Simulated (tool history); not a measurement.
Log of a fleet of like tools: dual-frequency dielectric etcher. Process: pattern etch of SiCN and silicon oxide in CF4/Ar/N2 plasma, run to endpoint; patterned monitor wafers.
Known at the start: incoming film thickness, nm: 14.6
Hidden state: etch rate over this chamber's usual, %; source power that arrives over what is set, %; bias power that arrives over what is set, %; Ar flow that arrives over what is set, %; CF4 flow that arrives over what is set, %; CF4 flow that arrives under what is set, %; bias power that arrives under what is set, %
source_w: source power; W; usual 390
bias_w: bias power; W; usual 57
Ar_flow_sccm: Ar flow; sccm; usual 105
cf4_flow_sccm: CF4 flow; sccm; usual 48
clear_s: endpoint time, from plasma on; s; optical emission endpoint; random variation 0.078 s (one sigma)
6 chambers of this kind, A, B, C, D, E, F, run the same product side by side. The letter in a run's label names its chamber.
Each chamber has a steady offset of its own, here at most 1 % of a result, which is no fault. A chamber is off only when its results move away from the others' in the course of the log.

run	hour	source_w	bias_w	Ar_flow_sccm	cf4_flow_sccm	hours since the last wet clean	hours since the last source power generator calibration	hours since the last bias power generator calibration	hours since the last Ar flow controller change	hours since the last CF4 flow controller change	clear_s
1A	7.7	390	57	105	48	167.6	1550.9	1725.5	1992.5	427.5	22.657
2B	15.7	390	57	105	48	42.8	809.6	553.5	773.2	618.7	22.351
3F	19.8	390	57	105	48	261.4	1044.9	3215.2	2248.1	3453.7	22.393
4C	28.5	390	57	105	48	601.4	2405.5	2065.2	477.3	1358.3	22.364
5D	37.1	320	57	121	48	76.4	1035.7	945.7	616.6	361.4	27.087
6E	42.6	320	57	121	48	305.6	3357.2	1506.7	861.5	2771.1	27.065
7C	50.8	320	57	121	48	623.7	2427.8	2087.5	499.6	1380.6	27.037
8E	57.6	320	57	121	48	320.6	3372.2	1521.7	876.5	2786.1	26.918
# hour 58.8: chamber C: wet clean of the chamber
9D	65.1	320	57	121	48	104.4	1063.7	973.7	644.6	389.4	27.139
10B	70.6	320	57	121	48	97.7	864.5	608.4	828.1	673.6	27.036
11A	76.3	390	57	105	48	236.2	1619.5	1794.1	2061.1	496.1	22.442
12F	84.2	390	57	85	39	325.8	1109.3	3279.6	2312.5	3518.1	22.307
13C	93.4	390	57	85	39	34.6	2470.4	2130.1	542.2	1423.2	22.207
14D	99.0	390	57	85	39	138.3	1097.6	1007.6	678.5	423.3	22.326
15B	105.9	390	57	85	39	133.0	899.8	643.7	863.4	708.9	22.316
# hour 111.1: chamber E: wet clean of the chamber
16A	112.5	390	57	85	39	272.4	1655.7	1830.3	2097.3	532.3	22.514
17F	119.4	390	57	85	39	361.0	1144.5	3314.8	2347.7	3553.3	22.292
18E	128.0	390	57	105	48	16.9	3442.6	1592.1	946.9	2856.5	22.255
# hour 130.7: chamber F: wet clean of the chamber
19C	136.9	390	57	105	48	78.1	2513.9	2173.6	585.7	1466.7	22.302
20A	146.6	390	57	105	48	306.5	1689.8	1864.4	2131.4	566.4	22.269
21D	154.8	390	57	105	48	194.1	1153.4	1063.4	734.3	479.1	22.392
22F	159.0	390	57	105	48	28.4	1184.1	3354.4	2387.3	3592.9	22.266
23E	163.8	390	57	105	48	52.7	3478.4	1627.9	982.7	2892.3	22.321
24B	171.5	390	57	105	48	198.6	965.4	709.3	929.0	774.5	22.375
# hour 173.4: chamber A: wet clean of the chamber
25F	176.7	390	57	105	48	46.1	1201.8	3372.1	2405.0	3610.6	22.247
26E	185.0	390	57	105	48	73.9	3499.6	1649.1	1003.9	2913.5	22.109
27C	191.0	390	57	105	48	132.2	2568.0	2227.7	639.8	1520.8	22.098
28A	195.6	460	57	105	55	22.2	1738.8	1913.4	2180.4	615.4	19.095
29D	199.9	460	57	105	55	239.2	1198.5	1108.5	779.4	524.2	19.030
30B	206.8	460	57	105	55	233.9	1000.7	744.6	964.3	809.8	18.900
31F	214.5	460	57	105	55	83.9	1239.6	3409.9	2442.8	3648.4	18.888
32B	224.1	460	57	105	55	251.2	1018.0	761.9	981.6	827.1	18.962
33D	228.7	460	57	105	55	268.0	1227.3	1137.3	808.2	553.0	18.914
34C	232.9	390	57	105	48	174.1	2609.9	2269.6	681.7	1562.7	22.127
35E	239.2	390	57	105	48	128.1	3553.8	1703.3	1058.1	2967.7	22.245
36A	245.0	390	57	105	48	71.6	1788.2	1962.8	2229.8	664.8	22.381
37B	254.7	390	57	105	48	281.8	1048.6	792.5	1012.2	857.7	22.290
38E	260.0	390	57	105	48	148.9	3574.6	1724.1	1078.9	2988.5	22.436
39A	264.2	390	57	105	48	90.8	1807.4	1982.0	2249.0	684.0	22.616
40F	270.2	440	57	105	44	139.6	1295.3	3465.6	2498.5	3704.1	20.512
41D	278.9	440	57	105	44	318.2	1277.5	1187.5	858.4	603.2	20.437
42C	286.8	440	57	105	44	228.0	2663.8	2323.5	735.6	1616.6	20.207
43F	294.9	440	57	105	44	164.3	1320.0	3490.3	2523.2	3728.8	20.423
44B	300.8	440	57	105	44	327.9	1094.7	838.6	1058.3	903.8	20.406

What goes on in this fleet: one chamber off, a drifting gauge, or nothing beyond the chambers' own small offsets? Name the chamber and the cause, if any.

No chamber stands off beyond its own small offset, and the gauge holds steady.
